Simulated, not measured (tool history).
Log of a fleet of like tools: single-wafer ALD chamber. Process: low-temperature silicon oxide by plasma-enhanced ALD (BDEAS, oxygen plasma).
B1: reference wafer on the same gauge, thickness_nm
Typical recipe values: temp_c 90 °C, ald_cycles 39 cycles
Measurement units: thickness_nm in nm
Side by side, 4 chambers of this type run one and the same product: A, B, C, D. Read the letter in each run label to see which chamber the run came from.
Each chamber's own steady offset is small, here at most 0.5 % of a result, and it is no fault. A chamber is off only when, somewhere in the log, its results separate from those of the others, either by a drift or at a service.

{"run": "1B", "hour": 4.3, "temp_c": 90, "ald_cycles": 39, "B1": 5.0116, "thickness_nm": 5.7701}
{"run": "2C", "hour": 7.7, "temp_c": 90, "ald_cycles": 39, "B1": 5.0109, "thickness_nm": 5.7901}
{"run": "3D", "hour": 13.6, "temp_c": 90, "ald_cycles": 39, "B1": 5.0111, "thickness_nm": 5.7721}
{"run": "4A", "hour": 18.0, "temp_c": 90, "ald_cycles": 39, "B1": 5.0131, "thickness_nm": 5.7817}
{"run": "5D", "hour": 23.6, "temp_c": 90, "ald_cycles": 39, "B1": 5.0124, "thickness_nm": 5.7802}
{"run": "6A", "hour": 28.9, "temp_c": 90, "ald_cycles": 39, "B1": 5.0136, "thickness_nm": 5.7778}
{"run": "7C", "hour": 34.9, "temp_c": 90, "ald_cycles": 39, "B1": 5.0187, "thickness_nm": 5.7532}
{"run": "8B", "hour": 41.2, "temp_c": 90, "ald_cycles": 39, "B1": 5.018, "thickness_nm": 5.769}
{"run": "9D", "hour": 44.4, "temp_c": 90, "ald_cycles": 45, "B1": 5.017, "thickness_nm": 6.6733}
{"run": "10C", "hour": 49.5, "temp_c": 90, "ald_cycles": 45, "B1": 5.0179, "thickness_nm": 6.6529}
{"run": "11A", "hour": 55.8, "temp_c": 90, "ald_cycles": 45, "B1": 5.0206, "thickness_nm": 6.6848}
{"run": "12B", "hour": 61.9, "temp_c": 90, "ald_cycles": 45, "B1": 5.0211, "thickness_nm": 6.6476}
{"run": "13D", "hour": 67.1, "temp_c": 90, "ald_cycles": 39, "B1": 5.0209, "thickness_nm": 5.8067}
{"run": "14B", "hour": 71.0, "temp_c": 90, "ald_cycles": 39, "B1": 5.0235, "thickness_nm": 5.7639}
{"run": "15A", "hour": 75.0, "temp_c": 90, "ald_cycles": 39, "B1": 5.0252, "thickness_nm": 5.8045}
{"run": "16C", "hour": 80.9, "temp_c": 90, "ald_cycles": 39, "B1": 5.0234, "thickness_nm": 5.7802}
{"run": "17B", "hour": 86.0, "temp_c": 90, "ald_cycles": 39, "B1": 5.0268, "thickness_nm": 5.7799}
{"run": "18C", "hour": 91.3, "temp_c": 90, "ald_cycles": 39, "B1": 5.0249, "thickness_nm": 5.7787}
{"run": "19A", "hour": 97.4, "temp_c": 90, "ald_cycles": 39, "B1": 5.0277, "thickness_nm": 5.7981}
{"run": "20D", "hour": 102.5, "temp_c": 90, "ald_cycles": 39, "B1": 5.0278, "thickness_nm": 5.8029}
{"run": "21A", "hour": 109.0, "temp_c": 90, "ald_cycles": 39, "B1": 5.0286, "thickness_nm": 5.7853}
{"run": "22B", "hour": 112.7, "temp_c": 90, "ald_cycles": 39, "B1": 5.0304, "thickness_nm": 5.7695}
{"run": "23C", "hour": 116.3, "temp_c": 98, "ald_cycles": 39, "B1": 5.0297, "thickness_nm": 5.6255}
{"run": "24D", "hour": 121.7, "temp_c": 98, "ald_cycles": 39, "B1": 5.032, "thickness_nm": 5.6484}
{"run": "25C", "hour": 126.6, "temp_c": 98, "ald_cycles": 39, "B1": 5.032, "thickness_nm": 5.6433}
{"run": "26A", "hour": 130.4, "temp_c": 98, "ald_cycles": 39, "B1": 5.0324, "thickness_nm": 5.6546}
{"run": "27B", "hour": 134.6, "temp_c": 90, "ald_cycles": 39, "B1": 5.0332, "thickness_nm": 5.7656}
{"run": "28D", "hour": 139.0, "temp_c": 90, "ald_cycles": 39, "B1": 5.0327, "thickness_nm": 5.8015}
{"run": "29B", "hour": 144.5, "temp_c": 90, "ald_cycles": 39, "B1": 5.0348, "thickness_nm": 5.8032}
{"run": "30C", "hour": 148.7, "temp_c": 90, "ald_cycles": 37, "B1": 5.0359, "thickness_nm": 5.5046}
{"run": "31D", "hour": 153.4, "temp_c": 90, "ald_cycles": 37, "B1": 5.0357, "thickness_nm": 5.5077}
{"run": "32A", "hour": 157.6, "temp_c": 90, "ald_cycles": 37, "B1": 5.0375, "thickness_nm": 5.5137}
{"run": "33D", "hour": 163.9, "temp_c": 90, "ald_cycles": 37, "B1": 5.0393, "thickness_nm": 5.5166}
{"run": "34A", "hour": 167.6, "temp_c": 90, "ald_cycles": 39, "B1": 5.0395, "thickness_nm": 5.8148}
{"run": "35B", "hour": 172.8, "temp_c": 90, "ald_cycles": 39, "B1": 5.0405, "thickness_nm": 5.7871}
{"run": "36C", "hour": 177.3, "temp_c": 90, "ald_cycles": 39, "B1": 5.0412, "thickness_nm": 5.8057}
{"run": "37B", "hour": 182.3, "temp_c": 90, "ald_cycles": 39, "B1": 5.0414, "thickness_nm": 5.7861}
{"run": "38D", "hour": 185.6, "temp_c": 90, "ald_cycles": 39, "B1": 5.0427, "thickness_nm": 5.8123}
{"run": "39A", "hour": 188.9, "temp_c": 100, "ald_cycles": 47, "B1": 5.0434, "thickness_nm": 6.7661}

The same settings go to every chamber for the next run, one line per chamber below. Forecast the results for each:
{"run": "40A", "hour": 193.6, "temp_c": 90, "ald_cycles": 39, "thickness_nm": "?"}
{"run": "40B", "hour": 193.6, "temp_c": 90, "ald_cycles": 39, "thickness_nm": "?"}
{"run": "40C", "hour": 193.6, "temp_c": 90, "ald_cycles": 39, "thickness_nm": "?"}
{"run": "40D", "hour": 193.6, "temp_c": 90, "ald_cycles": 39, "thickness_nm": "?"}

run=40A thickness_nm=5.8236
run=40B thickness_nm=5.7942
run=40C thickness_nm=5.8125
run=40D thickness_nm=5.8106

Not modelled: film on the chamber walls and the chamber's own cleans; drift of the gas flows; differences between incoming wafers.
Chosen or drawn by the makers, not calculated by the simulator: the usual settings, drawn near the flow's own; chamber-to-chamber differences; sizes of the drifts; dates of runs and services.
